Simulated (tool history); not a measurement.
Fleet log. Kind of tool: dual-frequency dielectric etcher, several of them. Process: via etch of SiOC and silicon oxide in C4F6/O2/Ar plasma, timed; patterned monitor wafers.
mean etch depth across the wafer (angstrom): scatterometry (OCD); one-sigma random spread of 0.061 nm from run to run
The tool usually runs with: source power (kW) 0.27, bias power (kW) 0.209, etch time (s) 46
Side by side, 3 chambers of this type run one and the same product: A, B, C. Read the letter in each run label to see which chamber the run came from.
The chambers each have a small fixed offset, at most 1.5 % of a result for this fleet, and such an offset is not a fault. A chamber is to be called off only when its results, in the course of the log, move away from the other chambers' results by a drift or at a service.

run   hour  source power (kW)  bias power (kW)  etch time (s)  hours since the last wet clean  hours since the last source power generator calibration  hours since the last bias power generator calibration  read-back reference wafer on the same gauge, depth_nm  mean etch depth across the wafer (angstrom)
       4.9  -- chamber C: source power generator calibrated
 1C    7.6               0.27            0.209             46                           169.7                                                      2.8                                                 3909.7                                                 42.018                                       463.56
 2A   18.3               0.27            0.209             46                           233.6                                                    966.2                                                 2172.7                                                 42.019                                       474.71
 3B   28.9               0.27            0.209             46                           348.6                                                   2288.7                                                  756.9                                                 42.023                                       467.37
 4C   36.3               0.27            0.209             46                           198.4                                                     31.5                                                 3938.4                                                 42.034                                       464.14
 5B   46.3               0.27            0.209             46                             366                                                   2306.1                                                  774.3                                                 42.046                                       467.92
 6A   55.6               0.27            0.209             46                           270.9                                                   1003.5                                                   2210                                                 42.045                                       474.23
      57.6  -- chamber B: wet clean of the chamber
 7B   61.8               0.27            0.209             46                             4.2                                                   2321.6                                                  789.8                                                 42.062                                       467.95
 8A   69.3               0.27            0.209             46                           284.6                                                   1017.2                                                 2223.7                                                 42.068                                       474.63
 9C   74.8               0.27            0.209             46                           236.9                                                       70                                                 3976.9                                                 42.065                                       465.09
10B     87               0.27            0.209             46                            29.4                                                   2346.8                                                    815                                                 42.078                                       469.03
11A   95.9               0.27            0.209             46                           311.2                                                   1043.8                                                 2250.3                                                 42.102                                       474.88
12C  105.3               0.27            0.209             38                           267.4                                                    100.5                                                 4007.4                                                 42.105                                          383
13A    112               0.27            0.209             38                           327.3                                                   1059.9                                                 2266.4                                                 42.102                                       392.06
14C  119.6               0.27            0.209             38                           281.7                                                    114.8                                                 4021.7                                                 42.107                                       383.17
15B  131.9               0.27            0.209             46                            74.3                                                   2391.7                                                  859.9                                                 42.104                                       469.98
16B  139.3               0.27            0.209             46                            81.7                                                   2399.1                                                  867.3                                                 42.131                                       468.81
       147  -- chamber A: wet clean of the chamber
17A  148.9               0.27            0.209             46                               2                                                   1096.8                                                 2303.3                                                 42.155                                       475.34
18C  160.5               0.27            0.209             46                           322.6                                                    155.7                                                 4062.6                                                 42.136                                       464.92
19C  172.8               0.27            0.209             46                           334.9                                                      168                                                 4074.9                                                 42.143                                       465.43
20A  179.4               0.27            0.209             46                            32.5                                                   1127.3                                                 2333.8                                                 42.168                                        476.4
21B  191.5               0.27            0.209             46                           133.9                                                   2451.3                                                  919.5                                                 42.192                                       470.38
22A  202.2               0.27            0.209             46                            55.3                                                   1150.1                                                 2356.6                                                 42.184                                       476.03
23C  213.9               0.27            0.209             46                             376                                                    209.1                                                   4116                                                 42.198                                       465.14
24B  223.6               0.27            0.209             46                             166                                                   2483.4                                                  951.6                                                 42.213                                       470.16
25A  234.9               0.27            0.209             46                              88                                                   1182.8                                                 2389.3                                                 42.234                                       475.09

Each of the 3 chambers runs these same settings next. Fill in every chamber's results:
26A  243.8               0.27            0.209             46                                                                                                                                                                                                                                                   ?
26B  243.8               0.27            0.209             46                                                                                                                                                                                                                                                   ?
26C  243.8               0.27            0.209             46                                                                                                                                                                                                                                                   ?

run  mean etch depth across the wafer (angstrom)
26A                                       476.92
26B                                       469.76
26C                                       466.01
